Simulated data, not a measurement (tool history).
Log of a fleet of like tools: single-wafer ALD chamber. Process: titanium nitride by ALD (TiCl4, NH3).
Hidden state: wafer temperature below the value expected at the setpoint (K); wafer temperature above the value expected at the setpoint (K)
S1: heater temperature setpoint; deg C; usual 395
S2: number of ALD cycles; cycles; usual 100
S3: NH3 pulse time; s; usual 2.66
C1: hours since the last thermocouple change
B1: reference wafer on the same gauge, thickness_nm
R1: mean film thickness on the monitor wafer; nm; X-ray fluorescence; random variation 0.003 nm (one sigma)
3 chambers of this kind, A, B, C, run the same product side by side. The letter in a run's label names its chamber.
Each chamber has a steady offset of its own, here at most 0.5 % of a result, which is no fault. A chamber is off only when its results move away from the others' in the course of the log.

Run 1A, hour 5.0: usual settings; C1 401.5; B1 1.8899. Result: R1 2.2343 nm.
Run 2B, hour 11.0: usual settings; C1 2198.8; B1 1.8895. Result: R1 2.2130 nm.
Run 3C, hour 15.0: usual settings; C1 295.5; B1 1.8892. Result: R1 2.2188 nm.
Run 4C, hour 22.7: usual settings; C1 303.2; B1 1.8894. Result: R1 2.2195 nm.
Run 5B, hour 27.0: usual settings but S1 385 deg C; C1 2214.8; B1 1.8885. Result: R1 2.1970 nm.
Run 6A, hour 30.9: usual settings but S1 385 deg C; C1 427.4; B1 1.8886. Result: R1 2.2075 nm.
Run 7B, hour 35.5: usual settings but S1 385 deg C; C1 2223.3; B1 1.8884. Result: R1 2.1993 nm.
Run 8C, hour 39.3: usual settings; C1 319.8; B1 1.8884. Result: R1 2.2161 nm.
Run 9A, hour 44.6: usual settings; C1 441.1; B1 1.8872. Result: R1 2.2250 nm.
Run 10B, hour 51.8: usual settings; C1 2239.6; B1 1.8874. Result: R1 2.2117 nm.
Run 11A, hour 57.8: usual settings; C1 454.3; B1 1.8874. Result: R1 2.2233 nm.
Run 12C, hour 63.3: usual settings; C1 343.8; B1 1.8866. Result: R1 2.2164 nm.
Run 13C, hour 68.2: usual settings; C1 348.7; B1 1.8869. Result: R1 2.2122 nm.
Run 14A, hour 75.1: usual settings but S1 388 deg C, S3 2.23 s; C1 471.6; B1 1.8868. Result: R1 2.1944 nm.
Run 15B, hour 82.9: usual settings but S1 388 deg C, S3 2.23 s; C1 2270.7; B1 1.8865. Result: R1 2.1774 nm.
Run 16A, hour 90.9: usual settings but S1 388 deg C, S3 2.23 s; C1 487.4; B1 1.8852. Result: R1 2.1992 nm.
Run 17B, hour 99.1: usual settings; C1 2286.9; B1 1.8853. Result: R1 2.2017 nm.
Run 18C, hour 107.3: usual settings; C1 387.8; B1 1.8840. Result: R1 2.2152 nm.
Run 19B, hour 112.4: usual settings; C1 2300.2; B1 1.8841. Result: R1 2.2059 nm.
Run 20C, hour 116.6: usual settings; C1 397.1; B1 1.8842. Result: R1 2.2150 nm.
Run 21A, hour 121.2: usual settings but S3 3.57 s; C1 517.7; B1 1.8840. Result: R1 2.2422 nm.
Run 22B, hour 125.4: usual settings but S3 3.57 s; C1 2313.2; B1 1.8838. Result: R1 2.2229 nm.
Run 23A, hour 132.7: usual settings but S3 3.57 s; C1 529.2; B1 1.8832. Result: R1 2.2357 nm.
Run 24C, hour 138.4: usual settings; C1 418.9; B1 1.8828. Result: R1 2.2163 nm.
Run 25B, hour 144.4: usual settings; C1 2332.2; B1 1.8830. Result: R1 2.2064 nm.
Run 26C, hour 152.3: usual settings; C1 432.8; B1 1.8819. Result: R1 2.2139 nm.
Run 27A, hour 159.8: usual settings; C1 556.3; B1 1.8813. Result: R1 2.2158 nm.
Run 28A, hour 165.7: usual settings; C1 562.2; B1 1.8814. Result: R1 2.2157 nm.
Run 29B, hour 170.9: usual settings; C1 2358.7; B1 1.8810. Result: R1 2.2082 nm.
Run 30C, hour 178.4: usual settings; C1 458.9; B1 1.8809. Result: R1 2.2149 nm.
Run 31C, hour 186.5: usual settings; C1 467.0; B1 1.8808. Result: R1 2.2074 nm.
Run 32A, hour 193.7: usual settings; C1 590.2; B1 1.8797. Result: R1 2.2143 nm.

Next, every chamber runs the same settings. What will each give?
Run 33A, hour 199.8: usual settings. Result: R1 ?.
Run 33B, hour 199.8: usual settings. Result: R1 ?.
Run 33C, hour 199.8: usual settings. Result: R1 ?.

run      R1
33A  2.2143
33B  2.2014
33C  2.2135
